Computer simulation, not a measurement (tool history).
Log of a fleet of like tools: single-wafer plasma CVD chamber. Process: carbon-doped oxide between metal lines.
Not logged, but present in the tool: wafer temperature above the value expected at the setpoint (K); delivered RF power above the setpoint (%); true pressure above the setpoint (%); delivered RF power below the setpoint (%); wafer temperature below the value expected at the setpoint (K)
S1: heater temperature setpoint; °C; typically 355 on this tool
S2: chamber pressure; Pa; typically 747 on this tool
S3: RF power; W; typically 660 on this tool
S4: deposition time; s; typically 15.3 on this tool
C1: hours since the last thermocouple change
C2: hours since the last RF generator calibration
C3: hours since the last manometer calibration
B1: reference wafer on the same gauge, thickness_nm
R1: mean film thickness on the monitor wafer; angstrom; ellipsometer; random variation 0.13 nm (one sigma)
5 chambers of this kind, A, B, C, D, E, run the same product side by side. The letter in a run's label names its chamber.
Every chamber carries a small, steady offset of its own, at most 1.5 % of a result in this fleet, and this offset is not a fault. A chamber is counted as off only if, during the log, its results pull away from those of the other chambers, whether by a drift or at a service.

run	hour	S1	S2	S3	S4	C1	C2	C3	B1	R1
1B	7.0	355	747	660	15.3	415.5	1810.0	1086.8	109.94	940.97
2D	13.9	355	747	660	15.3	1050.5	1236.9	991.7	109.95	945.86
3C	20.2	355	747	660	15.3	774.9	216.6	1766.8	109.95	944.63
4A	28.4	355	747	660	15.3	691.1	49.4	825.5	109.88	929.03
5E	37.3	355	747	660	15.3	305.8	812.3	1616.1	109.89	947.86
6D	44.0	355	747	660	15.3	1080.6	1267.0	1021.8	109.89	945.42
7C	53.1	355	747	660	15.3	807.8	249.5	1799.7	109.82	944.79
8A	60.6	355	747	660	15.3	723.3	81.6	857.7	109.81	926.11
9B	68.6	355	747	560	15.3	477.1	1871.6	1148.4	109.82	848.16
10E	74.6	355	747	560	15.3	343.1	849.6	1653.4	109.84	856.08
11C	80.2	355	747	560	15.3	834.9	276.6	1826.8	109.80	852.45
# hour 90.0: chamber B: capacitance manometer re-zeroed and calibrated
12A	90.1	355	747	560	15.3	752.8	111.1	887.2	109.73	836.93
13D	96.2	355	747	560	15.3	1132.8	1319.2	1074.0	109.72	854.59
14E	106.3	355	747	660	15.3	374.8	881.3	1685.1	109.73	947.17
15B	112.6	355	747	725	16.6	521.1	1915.6	22.7	109.67	1076.60
16C	119.7	355	747	725	16.6	874.4	316.1	1866.3	109.67	1081.70
17A	129.3	355	747	725	16.6	792.0	150.3	926.4	109.68	1059.40
18B	135.5	355	747	725	16.6	544.0	1938.5	45.6	109.63	1073.10
19D	141.6	355	747	725	16.6	1178.2	1364.6	1119.4	109.61	1078.30
20E	151.0	355	747	660	15.3	419.5	926.0	1729.8	109.59	945.57
21E	157.5	355	747	660	15.3	426.0	932.5	1736.3	109.60	945.48
22B	167.1	355	747	660	15.3	575.6	1970.1	77.2	109.53	936.61
23C	172.0	355	747	785	15.3	926.7	368.4	1918.6	109.57	1049.40
24D	181.1	355	747	785	15.3	1217.7	1404.1	1158.9	109.51	1042.50
25A	188.5	355	747	785	15.3	851.2	209.5	985.6	109.48	1028.30
# hour 189.8: chamber D: capacitance manometer re-zeroed and calibrated
26A	192.8	355	747	785	15.3	855.5	213.8	989.9	109.49	1027.80
27C	200.4	355	747	785	15.3	955.1	396.8	1947.0	109.43	1049.20
28B	206.9	355	747	660	15.3	615.4	2009.9	117.0	109.46	935.72
29D	214.1	355	747	660	15.3	1250.7	1437.1	24.3	109.42	939.81
30E	220.7	355	636	660	13.9	489.2	995.7	1799.5	109.45	841.53

One chamber off, gauge drift, or nothing amiss beyond the chambers' own small offsets? If it is a chamber, which one, and what is the likeliest cause?

It is the gauge, not a chamber: its drift shows up in every chamber's results at once, and no chamber is off.
Most likely cause: gauge reads low (%) = 0.556.

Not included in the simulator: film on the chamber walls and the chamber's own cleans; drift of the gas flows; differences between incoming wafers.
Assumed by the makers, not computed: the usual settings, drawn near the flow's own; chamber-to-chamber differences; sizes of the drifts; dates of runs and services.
